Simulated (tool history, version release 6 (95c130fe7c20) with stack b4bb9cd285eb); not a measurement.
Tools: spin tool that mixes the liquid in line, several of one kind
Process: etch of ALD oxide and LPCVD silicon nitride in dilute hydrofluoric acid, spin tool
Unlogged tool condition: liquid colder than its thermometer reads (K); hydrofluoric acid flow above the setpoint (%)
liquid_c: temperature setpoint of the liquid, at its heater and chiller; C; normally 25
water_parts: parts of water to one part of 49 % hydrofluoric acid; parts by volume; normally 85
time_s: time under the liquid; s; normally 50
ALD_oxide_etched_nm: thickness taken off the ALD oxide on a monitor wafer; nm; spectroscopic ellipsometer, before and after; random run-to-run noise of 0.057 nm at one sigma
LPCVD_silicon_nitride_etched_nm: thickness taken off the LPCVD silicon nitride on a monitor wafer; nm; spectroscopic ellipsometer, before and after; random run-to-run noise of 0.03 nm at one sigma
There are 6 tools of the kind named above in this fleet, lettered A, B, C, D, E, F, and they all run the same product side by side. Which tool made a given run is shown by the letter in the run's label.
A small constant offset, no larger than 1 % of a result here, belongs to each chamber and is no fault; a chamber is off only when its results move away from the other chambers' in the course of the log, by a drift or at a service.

| run | hour | liquid_c | water_parts | time_s | hours since the thermometer was replaced | hours since the hydrofluoric acid flow meter was replaced | read-back film thickness of the ALD oxide reference wafer, read on the same gauge (nm) | read-back film thickness of the LPCVD silicon nitride reference wafer, read on the same gauge (nm) | ALD_oxide_etched_nm | LPCVD_silicon_nitride_etched_nm |
|---|---|---|---|---|---|---|---|---|---|---|
| 1D | 4.5 | 25 | 85 | 50 | 2103.2 | 69.3 | 109.97 | 99.997 | 6.0171 | 0.33176 |
| 2F | 10.2 | 25 | 85 | 50 | 444.2 | 624.9 | 110.01 | 100 | 6.1134 | 0.35007 |
| 3C | 17.5 | 25 | 85 | 50 | 597.3 | 197.1 | 110 | 100.03 | 6.003 | 0.31513 |
| 4E | 21.8 | 25 | 85 | 50 | 499.4 | 538.5 | 110 | 99.978 | 6.1695 | 0.32559 |
| 5A | 25.8 | 25 | 85 | 50 | 310 | 757.5 | 110 | 99.967 | 6.0813 | 0.35116 |
| 6B | 30.1 | 25 | 55 | 50 | 1362.8 | 306.4 | 110 | 99.984 | 9.8147 | 0.55589 |
| 7F | 35 | 25 | 55 | 50 | 469 | 649.7 | 110 | 99.971 | 10.05 | 0.4783 |
| 8C | 41.8 | 25 | 55 | 50 | 621.6 | 221.4 | 109.98 | 100.01 | 9.7551 | 0.5417 |
| 9B | 49.6 | 25 | 55 | 50 | 1382.3 | 325.9 | 109.99 | 100.02 | 9.8406 | 0.5228 |
| 10D | 55.8 | 25 | 55 | 50 | 2154.5 | 120.6 | 110 | 99.977 | 9.631 | 0.51677 |
| 11A | 60.7 | 25 | 55 | 50 | 344.9 | 792.4 | 109.98 | 99.993 | 9.8508 | 0.49743 |
| 12E | 67 | 25 | 85 | 50 | 544.6 | 583.7 | 109.99 | 100.03 | 6.1994 | 0.34063 |
| 13B | 72.5 | 25 | 85 | 50 | 1405.2 | 348.8 | 109.99 | 100.04 | 6.1272 | 0.28438 |
| 14D | 79.4 | 25 | 85 | 50 | 2178.1 | 144.2 | 109.98 | 100 | 6.0042 | 0.38269 |
|  | 82.5 | chamber F: hydrofluoric acid flow meter replaced |
| 15C | 83.5 | 25 | 85 | 50 | 663.3 | 263.1 | 109.99 | 100 | 6.1003 | 0.35352 |
| 16E | 90.1 | 27.5 | 85 | 50 | 567.7 | 606.8 | 109.99 | 100.01 | 6.8609 | 0.32333 |
| 17F | 95.5 | 27.5 | 85 | 50 | 529.5 | 13 | 109.99 | 100.03 | 6.8107 | 0.36534 |
| 18A | 101.3 | 27.5 | 85 | 50 | 385.5 | 833 | 110.02 | 99.991 | 6.6251 | 0.38989 |
| 19C | 107.4 | 27.5 | 85 | 50 | 687.2 | 287 | 110 | 99.984 | 6.7277 | 0.40986 |
| 20D | 114.9 | 27.5 | 85 | 50 | 2213.6 | 179.7 | 110 | 99.998 | 6.5897 | 0.38383 |
| 21B | 119.8 | 27.5 | 85 | 50 | 1452.5 | 396.1 | 110.01 | 99.995 | 6.7121 | 0.44184 |
| 22E | 123.5 | 25 | 85 | 50 | 601.1 | 640.2 | 109.99 | 99.977 | 6.2651 | 0.3139 |
| 23F | 129.8 | 25 | 85 | 50 | 563.8 | 47.3 | 110.01 | 99.961 | 6.072 | 0.34197 |
| 24A | 133.4 | 25 | 85 | 50 | 417.6 | 865.1 | 110 | 100.04 | 6.1634 | 0.31581 |
| 25E | 139.5 | 25 | 85 | 50 | 617.1 | 656.2 | 110 | 100.01 | 6.035 | 0.31238 |
| 26A | 146.1 | 25 | 85 | 50 | 430.3 | 877.8 | 109.99 | 99.997 | 6.1218 | 0.31639 |
| 27F | 150.8 | 25 | 85 | 50 | 584.8 | 68.3 | 110 | 99.988 | 6.0402 | 0.37702 |
| 28D | 157.9 | 25 | 85 | 50 | 2256.6 | 222.7 | 110.01 | 99.997 | 6.0444 | 0.33637 |
| 29B | 162.5 | 25 | 85 | 50 | 1495.2 | 438.8 | 110.01 | 99.995 | 6.0764 | 0.35674 |
| 30C | 167.4 | 25 | 85 | 50 | 747.2 | 347 | 110.02 | 99.969 | 6.0888 | 0.35194 |
| 31A | 172.9 | 25 | 85 | 50 | 457.1 | 904.6 | 110.01 | 99.988 | 6.2688 | 0.29454 |
| 32E | 177.6 | 25 | 85 | 50 | 655.2 | 694.3 | 110.01 | 99.95 | 6.095 | 0.29929 |
| 33C | 181.5 | 25 | 85 | 50 | 761.3 | 361.1 | 109.98 | 99.959 | 6.1016 | 0.29885 |
| 34F | 187.6 | 25 | 85 | 70 | 621.6 | 105.1 | 110.01 | 100.01 | 8.5739 | 0.44673 |
| 35B | 191.3 | 25 | 85 | 70 | 1524 | 467.6 | 109.99 | 100 | 8.3535 | 0.42533 |
| 36D | 196.7 | 25 | 85 | 70 | 2295.4 | 261.5 | 109.99 | 100.02 | 8.3808 | 0.43728 |
| 37F | 204.3 | 25 | 85 | 70 | 638.3 | 121.8 | 110 | 100.05 | 8.543 | 0.49302 |
| 38E | 208 | 25 | 85 | 70 | 685.6 | 724.7 | 109.98 | 99.961 | 8.6747 | 0.43177 |

Is one chamber off against the others, does the gauge drift, or is nothing wrong? If a chamber is off, say which, and what the likeliest cause is.

Beyond each chamber's small constant offset nothing stands out, and the gauge stays steady.

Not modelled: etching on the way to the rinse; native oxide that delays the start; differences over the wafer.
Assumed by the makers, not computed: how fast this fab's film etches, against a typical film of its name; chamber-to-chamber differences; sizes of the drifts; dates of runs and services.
